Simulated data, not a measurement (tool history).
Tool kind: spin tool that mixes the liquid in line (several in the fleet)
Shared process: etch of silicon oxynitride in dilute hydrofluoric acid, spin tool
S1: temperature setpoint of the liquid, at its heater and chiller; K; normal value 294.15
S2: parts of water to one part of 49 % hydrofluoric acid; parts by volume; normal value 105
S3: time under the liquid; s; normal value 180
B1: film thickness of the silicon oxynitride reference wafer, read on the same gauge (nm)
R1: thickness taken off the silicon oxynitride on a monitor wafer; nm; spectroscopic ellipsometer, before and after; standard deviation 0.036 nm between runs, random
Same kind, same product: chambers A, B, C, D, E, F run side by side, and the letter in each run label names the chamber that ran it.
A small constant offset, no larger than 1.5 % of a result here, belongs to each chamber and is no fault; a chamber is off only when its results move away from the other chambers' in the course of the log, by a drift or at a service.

| run | day | S1 | S2 | S3 | B1 | R1 |
|---|---|---|---|---|---|---|
| 1F | 0.5 | 294.15 | 105 | 180 | 90.006 | 4.027 |
|  | 0.712 | chamber F: hydrofluoric acid flow meter replaced |
| 2B | 1.112 | 294.15 | 105 | 180 | 89.996 | 3.885 |
| 3C | 1.479 | 294.15 | 105 | 180 | 90.013 | 3.988 |
| 4A | 1.817 | 294.15 | 105 | 180 | 90 | 3.9001 |
| 5E | 2.321 | 294.15 | 105 | 180 | 90.012 | 3.8387 |
| 6D | 2.883 | 294.15 | 105 | 180 | 89.985 | 3.8842 |
| 7C | 3.488 | 294.15 | 105 | 180 | 90.022 | 4.006 |
| 8F | 3.779 | 294.15 | 105 | 180 | 89.993 | 3.9778 |
| 9B | 4.404 | 294.15 | 105 | 180 | 90.024 | 3.897 |
| 10E | 4.904 | 294.15 | 105 | 180 | 90.024 | 3.86 |
| 11A | 5.483 | 294.15 | 105 | 180 | 89.969 | 3.8458 |
| 12D | 6.025 | 294.15 | 105 | 180 | 90.003 | 3.8416 |
| 13C | 6.571 | 294.15 | 105 | 180 | 90.029 | 3.9532 |
| 14D | 6.917 | 294.15 | 145 | 180 | 90.009 | 2.8031 |
| 15E | 7.408 | 294.15 | 145 | 180 | 90.035 | 2.7361 |
| 16F | 7.912 | 294.15 | 145 | 180 | 90.031 | 2.7473 |
| 17A | 8.462 | 294.15 | 145 | 180 | 90.016 | 2.7363 |
| 18B | 9.142 | 294.15 | 145 | 180 | 89.977 | 2.7506 |
| 19C | 9.679 | 294.15 | 145 | 180 | 90.007 | 2.8083 |
| 20B | 10.092 | 294.15 | 105 | 180 | 89.986 | 3.953 |
| 21D | 10.525 | 294.15 | 105 | 180 | 90 | 4.0722 |
| 22A | 11.146 | 294.15 | 105 | 110 | 90.017 | 2.3706 |
| 23F | 11.704 | 294.15 | 105 | 110 | 89.975 | 2.4393 |
| 24E | 12.021 | 294.15 | 105 | 110 | 90.009 | 2.3682 |
| 25F | 12.375 | 294.15 | 105 | 110 | 90.007 | 2.424 |
|  | 12.458 | chamber A: hydrofluoric acid flow meter replaced |
| 26B | 13 | 294.15 | 105 | 110 | 90.002 | 2.4155 |
| 27D | 13.617 | 294.15 | 105 | 110 | 89.994 | 2.5293 |
| 28A | 14.083 | 294.15 | 105 | 180 | 90.001 | 3.9118 |
|  | 14.438 | chamber C: hydrofluoric acid flow meter replaced |
| 29E | 14.5 | 294.15 | 105 | 180 | 89.986 | 3.9326 |
| 30C | 15.083 | 294.15 | 105 | 180 | 90.013 | 3.9685 |
| 31C | 15.6 | 294.15 | 105 | 180 | 90.002 | 3.9172 |
| 32E | 15.946 | 294.15 | 105 | 180 | 90 | 3.7991 |
| 33A | 16.546 | 294.15 | 105 | 180 | 89.976 | 3.9401 |
| 34F | 17.2 | 294.15 | 105 | 180 | 90.016 | 3.9372 |
| 35D | 17.588 | 294.15 | 60 | 180 | 90.01 | 7.521 |
| 36B | 18.092 | 294.15 | 60 | 180 | 90.003 | 6.9402 |

Predict what each chamber gives when all 6 of them run the settings below next.
| 37A | 18.579 | 294.15 | 105 | 180 |  | ? |
| 37B | 18.579 | 294.15 | 105 | 180 |  | ? |
| 37C | 18.579 | 294.15 | 105 | 180 |  | ? |
| 37D | 18.579 | 294.15 | 105 | 180 |  | ? |
| 37E | 18.579 | 294.15 | 105 | 180 |  | ? |
| 37F | 18.579 | 294.15 | 105 | 180 |  | ? |

| run | R1 |
|---|---|
| 37A | 3.9451 |
| 37B | 3.9224 |
| 37C | 3.9856 |
| 37D | 4.3295 |
| 37E | 3.9212 |
| 37F | 3.9994 |

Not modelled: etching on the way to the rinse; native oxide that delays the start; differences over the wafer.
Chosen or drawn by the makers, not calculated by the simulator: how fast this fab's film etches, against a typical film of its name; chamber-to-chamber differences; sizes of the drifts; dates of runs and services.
